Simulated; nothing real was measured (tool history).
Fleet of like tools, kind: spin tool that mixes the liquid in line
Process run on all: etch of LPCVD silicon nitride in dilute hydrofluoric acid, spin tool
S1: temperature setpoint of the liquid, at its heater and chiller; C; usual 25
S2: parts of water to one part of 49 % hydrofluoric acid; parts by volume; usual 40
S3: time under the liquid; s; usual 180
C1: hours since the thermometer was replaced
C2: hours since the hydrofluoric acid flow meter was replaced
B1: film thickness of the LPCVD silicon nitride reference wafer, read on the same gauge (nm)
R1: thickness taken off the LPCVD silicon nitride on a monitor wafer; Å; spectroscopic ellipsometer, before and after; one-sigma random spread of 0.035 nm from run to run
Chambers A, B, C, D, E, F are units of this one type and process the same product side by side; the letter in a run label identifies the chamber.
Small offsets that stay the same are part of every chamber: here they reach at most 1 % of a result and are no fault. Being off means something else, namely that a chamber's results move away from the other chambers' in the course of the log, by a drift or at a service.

run	hour	S1	S2	S3	C1	C2	B1	R1
1F	4.2	25	40	180	512.4	529.8	100.01	22.633
2D	9.5	25	40	180	1368.4	2152.3	100.01	22.968
3B	12.1	25	40	180	18.7	107.6	99.99	22.807
4A	16.9	25	40	180	337.7	1082.6	99.984	23.019
5E	20.7	28	40	180	1038.5	634.2	100.01	28.033
6C	23.4	28	40	180	803.7	1132	100	28.484
7E	28.3	28	40	180	1046.1	641.8	100.02	27.203
8D	31.1	28	40	180	1390	2173.9	99.991	28.072
9B	35.2	28	40	180	41.8	130.7	99.991	27.396
10F	39.2	28	40	180	547.4	564.8	100.01	27.33
11A	44.6	25	40	180	365.4	1110.3	100.03	22.852
12C	50	25	40	180	830.3	1158.6	99.997	22.523
13D	54.8	25	20	280	1413.7	2197.6	100.01	66.907
14A	57.6	25	20	280	378.4	1123.3	100	70.228
15E	63.1	25	20	280	1080.9	676.6	99.985	69.638
16F	68.6	25	20	280	576.8	594.2	99.975	68.516
17B	73.3	25	20	280	79.9	168.8	100.02	69.073
18C	76.8	25	20	280	857.1	1185.4	100.03	66.619
19E	81.9	25	40	180	1099.7	695.4	100.01	22.388
20A	86.9	25	40	180	407.7	1152.6	99.994	23.037
21C	91.9	25	40	180	872.2	1200.5	99.976	22.616
22B	94.4	25	40	180	101	189.9	100.02	22.284
23D	99.9	25	40	180	1458.8	2242.7	100.02	21.3
24F	102.8	25	40	180	611	628.4	100.01	22.533
25B	106.7	25	40	180	113.3	202.2	99.981	22.981
26C	109.4	25	25	180	889.7	1218	99.975	36.583
27F	114.6	25	25	180	622.8	640.2	100.01	35.412
28A	118.6	25	25	180	439.4	1184.3	99.979	36.195
29D	123.5	25	25	180	1482.4	2266.3	99.993	32.287
30E	129	25	25	180	1146.8	742.5	100.02	36.687
31E	134.2	25	25	180	1152	747.7	99.99	36.131
32A	137.8	25	40	180	458.6	1203.5	100.04	22.362
33B	143.1	25	40	180	149.7	238.6	100.01	23.247
34C	147.6	25	40	180	927.9	1256.2	100.02	22.666
# hour 149.1: chamber E: thermometer replaced
35F	152.1	25	40	180	660.3	677.7	99.994	22.406
36D	155.7	25	50	255	1514.6	2298.5	100.01	23.021
37C	159.1	25	50	255	939.4	1267.7	99.999	25.551
38A	162.3	25	50	255	483.1	1228	99.998	25.838
39B	166.8	25	50	255	173.4	262.3	100.01	25.868
40E	171.6	25	50	255	22.6	785.1	100.01	25.077
41D	175.5	25	50	255	1534.4	2318.3	99.997	22.64
42F	181	25	40	180	689.2	706.6	99.987	23.037

Is one chamber out of step, is the gauge drifting, or do the chambers differ by no more than their own small offsets? For an off chamber, give its letter and the likeliest cause.

One chamber, D, drifts off from the rest bit by bit.
Likeliest cause: liquid colder than its thermometer reads (K) = 2.11.
From this log alone, it may not be told apart from: hydrofluoric acid flow below the setpoint (%).

Below are 4 candidate recipes for chamber D's next run, each the usual settings with a change, their results shown as question marks. Which of them brings D's results back in line with what the other chambers give on the usual settings?
To be in line, a result may differ from the other chambers' mean on the usual settings by at most: R1 1.2 Å
43D-1	185	25	40	140				?
43D-2	185	25	40	205				?
43D-3	185	24.5	40	165				?
43D-4	185	25	35	210				?

Usual-settings mean across the other chambers: R1 22.594 Å
run	R1
43D-1	15.435
43D-2	22.601
43D-3	17.567
43D-4	26.3
43D-2 puts the chamber back in line with the other chambers.
